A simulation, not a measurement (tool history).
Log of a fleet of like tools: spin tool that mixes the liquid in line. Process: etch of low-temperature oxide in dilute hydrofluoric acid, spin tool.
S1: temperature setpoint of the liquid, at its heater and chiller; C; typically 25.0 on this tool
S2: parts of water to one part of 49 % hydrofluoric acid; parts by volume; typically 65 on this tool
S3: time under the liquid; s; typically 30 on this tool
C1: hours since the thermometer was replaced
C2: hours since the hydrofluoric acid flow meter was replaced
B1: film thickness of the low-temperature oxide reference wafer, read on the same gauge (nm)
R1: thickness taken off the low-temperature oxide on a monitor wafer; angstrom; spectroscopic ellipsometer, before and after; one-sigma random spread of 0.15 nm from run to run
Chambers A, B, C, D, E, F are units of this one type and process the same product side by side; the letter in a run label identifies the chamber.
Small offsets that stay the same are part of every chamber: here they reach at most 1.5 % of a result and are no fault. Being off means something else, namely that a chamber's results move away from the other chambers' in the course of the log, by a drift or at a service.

run	hour	S1	S2	S3	C1	C2	B1	R1
1C	9.4	25.0	65	30	323.9	86.9	130.02	154.330
2F	13.8	25.0	65	30	1910.1	871.6	130.02	158.200
3E	18.6	25.0	65	30	616.7	1299.3	129.99	155.410
4B	25.9	25.0	65	30	330.7	1545.5	130.03	157.990
5D	30.8	29.5	65	15	114.8	657.3	130.01	91.705
6A	38.3	29.5	65	15	2474.5	822.1	130.02	92.012
7D	45.9	29.5	65	15	129.9	672.4	129.97	93.512
8A	54.0	29.5	65	15	2490.2	837.8	130.05	91.657
9E	61.0	29.5	65	15	659.1	1341.7	130.01	92.019
10F	69.5	29.5	65	15	1965.8	927.3	129.99	94.225
11C	78.0	25.0	65	30	392.5	155.5	129.98	154.720
12B	84.4	25.0	65	30	389.2	1604.0	130.02	159.850
13E	94.4	25.0	65	30	692.5	1375.1	130.00	155.750
14A	103.3	25.0	65	30	2539.5	887.1	130.01	154.650
15D	110.4	25.0	65	30	194.4	736.9	129.99	154.410
16B	116.9	25.0	65	30	421.7	1636.5	130.01	153.580
17C	124.6	25.0	65	30	439.1	202.1	129.97	154.490
18F	132.0	25.0	65	30	2028.3	989.8	130.03	155.210
19A	142.0	25.0	65	30	2578.2	925.8	130.02	153.850
20C	147.3	25.0	65	30	461.8	224.8	129.98	154.100
21E	155.1	25.0	65	30	753.2	1435.8	130.01	154.480
22D	161.0	25.0	65	30	245.0	787.5	130.00	149.010
23B	170.6	25.0	65	30	475.4	1690.2	130.00	156.150
24F	180.0	25.0	65	30	2076.3	1037.8	129.99	159.210
25B	187.3	25.0	65	30	492.1	1706.9	129.98	155.700
26D	197.5	25.0	65	30	281.5	824.0	130.01	147.170
27C	202.7	25.0	65	30	517.2	280.2	130.04	153.360
28E	209.8	25.0	65	30	807.9	1490.5	130.03	153.770
29F	219.4	25.0	65	30	2115.7	1077.2	129.99	157.190
30A	227.4	25.0	65	30	2663.6	1011.2	130.04	154.410
31F	232.2	25.0	65	30	2128.5	1090.0	130.02	157.880
32B	241.6	25.0	65	30	546.4	1761.2	130.04	155.770
33D	248.5	25.0	65	30	332.5	875.0	130.00	142.240
34C	256.2	25.0	65	30	570.7	333.7	130.02	153.140
35E	261.7	25.0	65	30	859.8	1542.4	129.98	155.100
36A	270.0	25.0	65	30	2706.2	1053.8	130.02	152.340
37E	279.2	20.5	90	30	877.3	1559.9	129.99	91.039
38A	284.1	20.5	90	30	2720.3	1067.9	130.00	88.509
39F	292.9	20.5	90	30	2189.2	1150.7	129.98	89.986
40D	299.9	20.5	90	30	383.9	926.4	129.99	80.002

The same settings go to every chamber for the next run, one line per chamber below. Forecast the results for each:
41A	307.2	25.0	65	30				?
41B	307.2	25.0	65	30				?
41C	307.2	25.0	65	30				?
41D	307.2	25.0	65	30				?
41E	307.2	25.0	65	30				?
41F	307.2	25.0	65	30				?

run	R1
41A	155.570
41B	159.700
41C	153.580
41D	138.930
41E	155.690
41F	156.420

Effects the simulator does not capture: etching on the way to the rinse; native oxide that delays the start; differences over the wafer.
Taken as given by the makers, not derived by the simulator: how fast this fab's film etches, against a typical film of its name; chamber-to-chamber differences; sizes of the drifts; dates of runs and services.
